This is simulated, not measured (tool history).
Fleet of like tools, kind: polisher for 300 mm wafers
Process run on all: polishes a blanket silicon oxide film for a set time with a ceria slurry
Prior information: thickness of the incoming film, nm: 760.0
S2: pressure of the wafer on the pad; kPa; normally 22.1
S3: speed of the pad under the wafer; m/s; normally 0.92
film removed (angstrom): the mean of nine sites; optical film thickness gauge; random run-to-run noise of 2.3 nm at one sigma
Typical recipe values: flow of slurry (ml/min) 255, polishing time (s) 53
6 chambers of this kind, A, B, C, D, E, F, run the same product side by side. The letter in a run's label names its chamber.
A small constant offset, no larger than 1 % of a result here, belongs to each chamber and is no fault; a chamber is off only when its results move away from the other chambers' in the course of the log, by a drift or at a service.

-- hour=1.8 chamber B: worn pad replaced by a new one
run 1E hour=1.9 | flow_of_slurry_(ml/min)=255 S2=22.1 S3=0.92 polishing_time_(s)=53 | film_removed_(angstrom)=2463.4
run 2C hour=4.4 | flow_of_slurry_(ml/min)=255 S2=22.1 S3=0.92 polishing_time_(s)=53 | film_removed_(angstrom)=2443.6
-- hour=4.5 chamber D: worn pad replaced by a new one
run 3F hour=7.0 | flow_of_slurry_(ml/min)=255 S2=22.1 S3=0.92 polishing_time_(s)=53 | film_removed_(angstrom)=2393.2
run 4D hour=10.5 | flow_of_slurry_(ml/min)=255 S2=22.1 S3=0.92 polishing_time_(s)=53 | film_removed_(angstrom)=2410.7
run 5B hour=14.8 | flow_of_slurry_(ml/min)=295 S2=22.1 S3=1.06 polishing_time_(s)=53 | film_removed_(angstrom)=2843.4
run 6A hour=17.3 | flow_of_slurry_(ml/min)=295 S2=22.1 S3=1.06 polishing_time_(s)=53 | film_removed_(angstrom)=2769.5
run 7D hour=19.6 | flow_of_slurry_(ml/min)=295 S2=22.1 S3=1.06 polishing_time_(s)=53 | film_removed_(angstrom)=2828.4
run 8A hour=21.9 | flow_of_slurry_(ml/min)=295 S2=22.1 S3=1.06 polishing_time_(s)=53 | film_removed_(angstrom)=2789.9
run 9B hour=25.0 | flow_of_slurry_(ml/min)=295 S2=22.1 S3=1.06 polishing_time_(s)=53 | film_removed_(angstrom)=2845.8
-- hour=26.6 chamber F: worn pad replaced by a new one
run 10C hour=28.0 | flow_of_slurry_(ml/min)=295 S2=22.1 S3=1.06 polishing_time_(s)=53 | film_removed_(angstrom)=2793.5
run 11F hour=30.6 | flow_of_slurry_(ml/min)=255 S2=22.1 S3=0.92 polishing_time_(s)=71 | film_removed_(angstrom)=3278.3
run 12E hour=33.6 | flow_of_slurry_(ml/min)=255 S2=22.1 S3=0.92 polishing_time_(s)=71 | film_removed_(angstrom)=3261.0
-- hour=35.5 chamber C: slurry nozzle cleaned
run 13E hour=37.2 | flow_of_slurry_(ml/min)=255 S2=22.1 S3=0.92 polishing_time_(s)=71 | film_removed_(angstrom)=3285.4
-- hour=37.4 chamber A: worn pad replaced by a new one
run 14D hour=39.8 | flow_of_slurry_(ml/min)=255 S2=22.1 S3=0.92 polishing_time_(s)=71 | film_removed_(angstrom)=3246.8
run 15F hour=42.0 | flow_of_slurry_(ml/min)=255 S2=22.1 S3=0.92 polishing_time_(s)=71 | film_removed_(angstrom)=3252.6
-- hour=42.2 chamber B: worn pad replaced by a new one
run 16A hour=43.9 | flow_of_slurry_(ml/min)=255 S2=22.1 S3=0.92 polishing_time_(s)=71 | film_removed_(angstrom)=3227.8
run 17B hour=47.5 | flow_of_slurry_(ml/min)=255 S2=22.1 S3=0.92 polishing_time_(s)=53 | film_removed_(angstrom)=2480.8
run 18C hour=51.7 | flow_of_slurry_(ml/min)=255 S2=22.1 S3=0.92 polishing_time_(s)=53 | film_removed_(angstrom)=2386.4
-- hour=55.5 chamber C: worn pad replaced by a new one
run 19B hour=55.5 | flow_of_slurry_(ml/min)=255 S2=22.1 S3=0.92 polishing_time_(s)=53 | film_removed_(angstrom)=2435.3
run 20D hour=57.8 | flow_of_slurry_(ml/min)=290 S2=22.1 S3=0.92 polishing_time_(s)=40 | film_removed_(angstrom)=1854.1
-- hour=59.2 chamber B: head pressure recalibrated
-- hour=61.2 chamber F: worn pad replaced by a new one
run 21C hour=61.6 | flow_of_slurry_(ml/min)=290 S2=22.1 S3=0.92 polishing_time_(s)=40 | film_removed_(angstrom)=1886.4
run 22F hour=64.9 | flow_of_slurry_(ml/min)=290 S2=22.1 S3=0.92 polishing_time_(s)=40 | film_removed_(angstrom)=1825.8
run 23E hour=69.1 | flow_of_slurry_(ml/min)=290 S2=22.1 S3=0.92 polishing_time_(s)=40 | film_removed_(angstrom)=1886.5
run 24A hour=71.1 | flow_of_slurry_(ml/min)=290 S2=22.1 S3=0.92 polishing_time_(s)=40 | film_removed_(angstrom)=1847.6
-- hour=72.3 chamber D: worn pad replaced by a new one
run 25E hour=73.6 | flow_of_slurry_(ml/min)=290 S2=22.1 S3=0.92 polishing_time_(s)=40 | film_removed_(angstrom)=1852.4
-- hour=76.1 chamber B: worn pad replaced by a new one
run 26B hour=77.9 | flow_of_slurry_(ml/min)=255 S2=22.1 S3=0.92 polishing_time_(s)=53 | film_removed_(angstrom)=2413.2
run 27F hour=79.9 | flow_of_slurry_(ml/min)=255 S2=22.1 S3=0.92 polishing_time_(s)=53 | film_removed_(angstrom)=2348.7
run 28C hour=82.9 | flow_of_slurry_(ml/min)=255 S2=22.1 S3=0.92 polishing_time_(s)=53 | film_removed_(angstrom)=2458.8
-- hour=85.3 chamber E: worn pad replaced by a new one
run 29A hour=86.4 | flow_of_slurry_(ml/min)=170 S2=22.1 S3=0.92 polishing_time_(s)=69 | film_removed_(angstrom)=3011.7
run 30D hour=88.9 | flow_of_slurry_(ml/min)=170 S2=22.1 S3=0.92 polishing_time_(s)=69 | film_removed_(angstrom)=2992.2
run 31F hour=90.8 | flow_of_slurry_(ml/min)=170 S2=22.1 S3=0.92 polishing_time_(s)=69 | film_removed_(angstrom)=2880.9
run 32D hour=92.8 | flow_of_slurry_(ml/min)=170 S2=22.1 S3=0.92 polishing_time_(s)=69 | film_removed_(angstrom)=3003.4
run 33A hour=96.1 | flow_of_slurry_(ml/min)=170 S2=22.1 S3=0.92 polishing_time_(s)=69 | film_removed_(angstrom)=2992.5
run 34C hour=99.1 | flow_of_slurry_(ml/min)=170 S2=22.1 S3=0.92 polishing_time_(s)=69 | film_removed_(angstrom)=2986.1
run 35B hour=102.3 | flow_of_slurry_(ml/min)=255 S2=22.1 S3=0.92 polishing_time_(s)=53 | film_removed_(angstrom)=2452.1
run 36E hour=105.9 | flow_of_slurry_(ml/min)=255 S2=22.1 S3=0.92 polishing_time_(s)=53 | film_removed_(angstrom)=2443.7
-- hour=107.0 chamber A: worn pad replaced by a new one
run 37D hour=109.6 | flow_of_slurry_(ml/min)=255 S2=22.1 S3=0.92 polishing_time_(s)=53 | film_removed_(angstrom)=2407.1
run 38A hour=112.3 | flow_of_slurry_(ml/min)=255 S2=22.1 S3=0.92 polishing_time_(s)=53 | film_removed_(angstrom)=2423.1
run 39C hour=114.8 | flow_of_slurry_(ml/min)=255 S2=22.1 S3=0.92 polishing_time_(s)=53 | film_removed_(angstrom)=2419.0

Next, every chamber runs the same settings. What will each give?
run 40A hour=117.9 | flow_of_slurry_(ml/min)=255 S2=22.1 S3=0.92 polishing_time_(s)=53 | film_removed_(angstrom)=?
run 40B hour=117.9 | flow_of_slurry_(ml/min)=255 S2=22.1 S3=0.92 polishing_time_(s)=53 | film_removed_(angstrom)=?
run 40C hour=117.9 | flow_of_slurry_(ml/min)=255 S2=22.1 S3=0.92 polishing_time_(s)=53 | film_removed_(angstrom)=?
run 40D hour=117.9 | flow_of_slurry_(ml/min)=255 S2=22.1 S3=0.92 polishing_time_(s)=53 | film_removed_(angstrom)=?
run 40E hour=117.9 | flow_of_slurry_(ml/min)=255 S2=22.1 S3=0.92 polishing_time_(s)=53 | film_removed_(angstrom)=?
run 40F hour=117.9 | flow_of_slurry_(ml/min)=255 S2=22.1 S3=0.92 polishing_time_(s)=53 | film_removed_(angstrom)=?

run=40A film_removed_(angstrom)=2426.3
run=40B film_removed_(angstrom)=2479.3
run=40C film_removed_(angstrom)=2406.3
run=40D film_removed_(angstrom)=2410.6
run=40E film_removed_(angstrom)=2447.9
run=40F film_removed_(angstrom)=2202.2

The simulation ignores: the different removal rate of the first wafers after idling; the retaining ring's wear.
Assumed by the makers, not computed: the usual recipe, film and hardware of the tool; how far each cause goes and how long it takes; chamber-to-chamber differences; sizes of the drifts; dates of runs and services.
